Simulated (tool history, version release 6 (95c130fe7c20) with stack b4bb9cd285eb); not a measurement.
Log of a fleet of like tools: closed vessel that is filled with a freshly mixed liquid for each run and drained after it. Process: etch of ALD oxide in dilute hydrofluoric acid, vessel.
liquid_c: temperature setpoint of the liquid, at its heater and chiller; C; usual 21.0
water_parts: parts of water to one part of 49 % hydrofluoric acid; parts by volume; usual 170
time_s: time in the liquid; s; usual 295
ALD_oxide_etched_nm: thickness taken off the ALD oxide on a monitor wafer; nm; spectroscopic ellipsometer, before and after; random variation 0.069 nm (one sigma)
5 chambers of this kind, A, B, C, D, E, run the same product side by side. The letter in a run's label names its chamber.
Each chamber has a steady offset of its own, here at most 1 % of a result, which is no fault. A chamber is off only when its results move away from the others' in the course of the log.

run     day  liquid_c  water_parts  time_s  read-back film thickness of the ALD oxide reference wafer, read on the same gauge (nm)  ALD_oxide_etched_nm
 1D   0.392      21.0          170     295                                                                                  130.02              15.8030
 2A   0.688      21.0          170     295                                                                                  129.97              15.7810
 3E   1.012      21.0          170     295                                                                                  129.99              15.6530
 4C   1.354      21.0          170     295                                                                                  129.99              15.8150
 5B   1.600      21.0          170     295                                                                                  129.95              15.6470
 6D   2.038      21.0          170     295                                                                                  130.01              15.8210
 7E   2.333      21.0          170     295                                                                                  129.99              15.7600
 8A   2.812      21.0          170     295                                                                                  129.99              15.6760
 9B   3.204      17.5          135     295                                                                                  129.97              17.8620
10C   3.754      17.5          135     295                                                                                  129.99              17.9570
11C   4.279      17.5          135     295                                                                                  129.99              17.9710
12B   4.692      17.5          135     295                                                                                  129.96              17.8050
13E   5.121      17.5          135     295                                                                                  129.96              17.8140
14D   5.617      21.0          170     295                                                                                  129.98              15.7300
15A   6.129      21.0          170     295                                                                                  130.03              15.5830
      6.233  -- chamber E: thermometer replaced
16C   6.658      21.0          170     295                                                                                  130.02              15.7050
17E   7.179      21.0          170     295                                                                                  129.98              15.7140
18B   7.475      21.0          170     295                                                                                  129.98              15.7800
19D   7.738      21.0          170     295                                                                                  129.98              15.9210
20A   8.088      21.0          170     295                                                                                  130.04              15.7700
21E   8.525      21.0          170     295                                                                                  130.02              15.5900
22C   8.788      21.0          170     295                                                                                  129.98              15.6710
23A   9.100      21.0          170     295                                                                                  130.01              15.7630
24D   9.658      21.0          170     295                                                                                  129.96              16.0130
     10.179  -- chamber A: hydrofluoric acid flow meter replaced
25B  10.225      21.0          170     295                                                                                  130.01              15.7760
26E  10.517      21.0          170     295                                                                                  129.99              15.7370
27A  11.017      21.0          170     295                                                                                  130.00              15.6850
28B  11.512      21.0          170     295                                                                                  129.99              15.6760
     11.896  -- chamber C: thermometer replaced
29C  11.979      21.0          230     150                                                                                  129.97               5.5411
30D  12.417      21.0          230     150                                                                                  129.94               5.6728
31C  12.846      21.0          230     150                                                                                  129.99               5.5218
32B  13.246      21.0          230     150                                                                                  130.06               5.5875
33A  13.688      21.0          230     150                                                                                  130.02               5.5673

All 5 chambers run these settings next. Forecast each chamber's results:
34A  14.100      21.0          170     295                                                                                                            ?
34B  14.100      21.0          170     295                                                                                                            ?
34C  14.100      21.0          170     295                                                                                                            ?
34D  14.100      21.0          170     295                                                                                                            ?
34E  14.100      21.0          170     295                                                                                                            ?

run  ALD_oxide_etched_nm
34A              15.6540
34B              15.7950
34C              15.7110
34D              16.4350
34E              15.6940
